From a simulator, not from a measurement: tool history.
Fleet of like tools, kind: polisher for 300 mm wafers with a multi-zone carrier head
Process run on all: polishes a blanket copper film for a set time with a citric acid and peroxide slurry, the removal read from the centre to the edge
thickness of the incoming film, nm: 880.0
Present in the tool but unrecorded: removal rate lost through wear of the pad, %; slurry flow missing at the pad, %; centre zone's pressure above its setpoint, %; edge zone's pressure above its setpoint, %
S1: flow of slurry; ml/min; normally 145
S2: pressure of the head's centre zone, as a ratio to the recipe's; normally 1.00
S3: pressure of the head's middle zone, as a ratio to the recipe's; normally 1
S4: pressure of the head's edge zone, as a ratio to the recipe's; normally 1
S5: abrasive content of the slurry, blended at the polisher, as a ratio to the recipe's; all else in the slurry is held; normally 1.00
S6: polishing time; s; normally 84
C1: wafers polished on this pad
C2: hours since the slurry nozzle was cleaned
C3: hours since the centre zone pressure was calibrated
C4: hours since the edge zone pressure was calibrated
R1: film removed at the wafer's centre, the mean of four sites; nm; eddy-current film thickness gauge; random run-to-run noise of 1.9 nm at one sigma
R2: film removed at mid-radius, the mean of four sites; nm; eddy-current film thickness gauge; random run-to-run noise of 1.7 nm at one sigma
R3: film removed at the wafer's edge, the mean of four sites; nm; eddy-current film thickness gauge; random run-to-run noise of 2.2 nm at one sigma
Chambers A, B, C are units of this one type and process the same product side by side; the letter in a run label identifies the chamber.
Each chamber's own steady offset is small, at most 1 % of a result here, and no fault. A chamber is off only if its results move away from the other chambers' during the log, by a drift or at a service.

At hour 3.3: chamber B: slurry nozzle cleaned.
Run 1A, hour 3.4: usual settings; C1 135; C2 385.2; C3 179.8; C4 40.9. Result: R1 170.04 nm, R2 173.37 nm, R3 170.32 nm.
Run 2B, hour 5.7: usual settings; C1 284; C2 2.5; C3 47.5; C4 758.7. Result: R1 167.97 nm, R2 167.32 nm, R3 168.82 nm.
Run 3C, hour 8.2: usual settings; C1 1033; C2 103.8; C3 823.0; C4 613.5. Result: R1 167.24 nm, R2 166.29 nm, R3 169.99 nm.
At hour 10.0: chamber C: edge zone pressure recalibrated.
Run 4C, hour 13.4: usual settings; C1 1087; C2 109.0; C3 828.2; C4 3.4. Result: R1 167.56 nm, R2 165.30 nm, R3 169.26 nm.
Run 5A, hour 17.3: usual settings; C1 279; C2 399.1; C3 193.7; C4 54.8. Result: R1 168.24 nm, R2 168.40 nm, R3 168.50 nm.
At hour 17.8: chamber A: slurry nozzle cleaned.
Run 6B, hour 20.9: usual settings; C1 441; C2 17.7; C3 62.7; C4 773.9. Result: R1 167.74 nm, R2 168.98 nm, R3 169.80 nm.
Run 7C, hour 23.8: usual settings; C1 1194; C2 119.4; C3 838.6; C4 13.8. Result: R1 164.32 nm, R2 167.63 nm, R3 170.97 nm.
Run 8B, hour 28.2: usual settings but S2 1.08, S5 0.75; C1 517; C2 25.0; C3 70.0; C4 781.2. Result: R1 170.64 nm, R2 158.52 nm, R3 159.41 nm.
Run 9A, hour 31.9: usual settings but S2 1.08, S5 0.75; C1 430; C2 14.1; C3 208.3; C4 69.4. Result: R1 177.84 nm, R2 158.47 nm, R3 156.84 nm.
Run 10C, hour 36.7: usual settings but S2 1.08, S5 0.75; C1 1328; C2 132.3; C3 851.5; C4 26.7. Result: R1 170.65 nm, R2 156.39 nm, R3 160.07 nm.
Run 11B, hour 40.9: usual settings; C1 648; C2 37.7; C3 82.7; C4 793.9. Result: R1 166.36 nm, R2 168.82 nm, R3 171.13 nm.
Run 12A, hour 44.5: usual settings but S1 105 ml/min; C1 560; C2 26.7; C3 220.9; C4 82.0. Result: R1 156.68 nm, R2 156.55 nm, R3 160.71 nm.
Run 13C, hour 48.3: usual settings but S1 105 ml/min; C1 1448; C2 143.9; C3 863.1; C4 38.3. Result: R1 150.76 nm, R2 156.34 nm, R3 160.53 nm.
Run 14B, hour 51.7: usual settings but S1 105 ml/min; C1 760; C2 48.5; C3 93.5; C4 804.7. Result: R1 154.75 nm, R2 156.41 nm, R3 157.62 nm.
Run 15A, hour 55.5: usual settings; C1 674; C2 37.7; C3 231.9; C4 93.0. Result: R1 172.34 nm, R2 171.59 nm, R3 171.36 nm.
Run 16A, hour 58.6: usual settings but S2 0.89; C1 706; C2 40.8; C3 235.0; C4 96.1. Result: R1 149.34 nm, R2 169.48 nm, R3 168.22 nm.
At hour 62.5: chamber C: worn pad replaced by a new one.
Run 17C, hour 63.0: usual settings but S2 0.89; C1 5; C2 158.6; C3 877.8; C4 53.0. Result: R1 146.75 nm, R2 171.38 nm, R3 166.92 nm.
Run 18B, hour 67.8: usual settings but S2 0.89; C1 926; C2 64.6; C3 109.6; C4 820.8. Result: R1 147.15 nm, R2 168.15 nm, R3 167.67 nm.
Run 19C, hour 72.6: usual settings but S2 0.90, S5 1.25; C1 105; C2 168.2; C3 887.4; C4 62.6. Result: R1 153.60 nm, R2 177.33 nm, R3 180.86 nm.
At hour 73.1: chamber B: worn pad replaced by a new one.
Run 20A, hour 76.0: usual settings but S2 0.90, S5 1.25; C1 886; C2 58.2; C3 252.4; C4 113.5. Result: R1 154.85 nm, R2 178.07 nm, R3 176.69 nm.
Run 21B, hour 79.3: usual settings but S2 0.90, S5 1.25; C1 64; C2 76.1; C3 121.1; C4 832.3. Result: R1 155.68 nm, R2 174.43 nm, R3 177.73 nm.
Run 22C, hour 83.6: usual settings; C1 218; C2 179.2; C3 898.4; C4 73.6. Result: R1 169.88 nm, R2 168.48 nm, R3 172.14 nm.
Run 23A, hour 87.5: usual settings; C1 1005; C2 69.7; C3 263.9; C4 125.0. Result: R1 171.13 nm, R2 169.81 nm, R3 168.83 nm.
Run 24B, hour 91.7: usual settings; C1 192; C2 88.5; C3 133.5; C4 844.7. Result: R1 167.41 nm, R2 170.81 nm, R3 169.76 nm.
Run 25A, hour 95.2: usual settings but S5 1.25; C1 1085; C2 77.4; C3 271.6; C4 132.7. Result: R1 176.67 nm, R2 178.11 nm, R3 180.26 nm.
Run 26C, hour 99.2: usual settings but S5 1.25; C1 380; C2 194.8; C3 914.0; C4 89.2. Result: R1 176.76 nm, R2 179.07 nm, R3 177.49 nm.
Run 27B, hour 103.7: usual settings but S5 1.25; C1 317; C2 100.5; C3 145.5; C4 856.7. Result: R1 176.56 nm, R2 174.05 nm, R3 173.37 nm.
At hour 108.1: chamber A: worn pad replaced by a new one.
Run 28B, hour 108.4: usual settings; C1 365; C2 105.2; C3 150.2; C4 861.4. Result: R1 167.89 nm, R2 170.39 nm, R3 168.48 nm.
Run 29A, hour 111.6: usual settings; C1 37; C2 93.8; C3 288.0; C4 149.1. Result: R1 168.27 nm, R2 169.83 nm, R3 170.34 nm.
Run 30C, hour 115.9: usual settings; C1 552; C2 211.5; C3 930.7; C4 105.9. Result: R1 164.03 nm, R2 165.80 nm, R3 167.74 nm.
Run 31B, hour 120.7: usual settings; C1 492; C2 117.5; C3 162.5; C4 873.7. Result: R1 166.65 nm, R2 167.05 nm, R3 167.67 nm.
Run 32A, hour 124.1: usual settings; C1 166; C2 106.3; C3 300.5; C4 161.6. Result: R1 170.23 nm, R2 168.59 nm, R3 168.51 nm.
Run 33C, hour 127.2: usual settings; C1 669; C2 222.8; C3 942.0; C4 117.2. Result: R1 167.82 nm, R2 171.91 nm, R3 169.36 nm.

One chamber off, gauge drift, or nothing amiss beyond the chambers' own small offsets? If it is a chamber, which one, and what is the likeliest cause?

No chamber is off and the gauge is stable; the differences are just each chamber's small, constant offset.
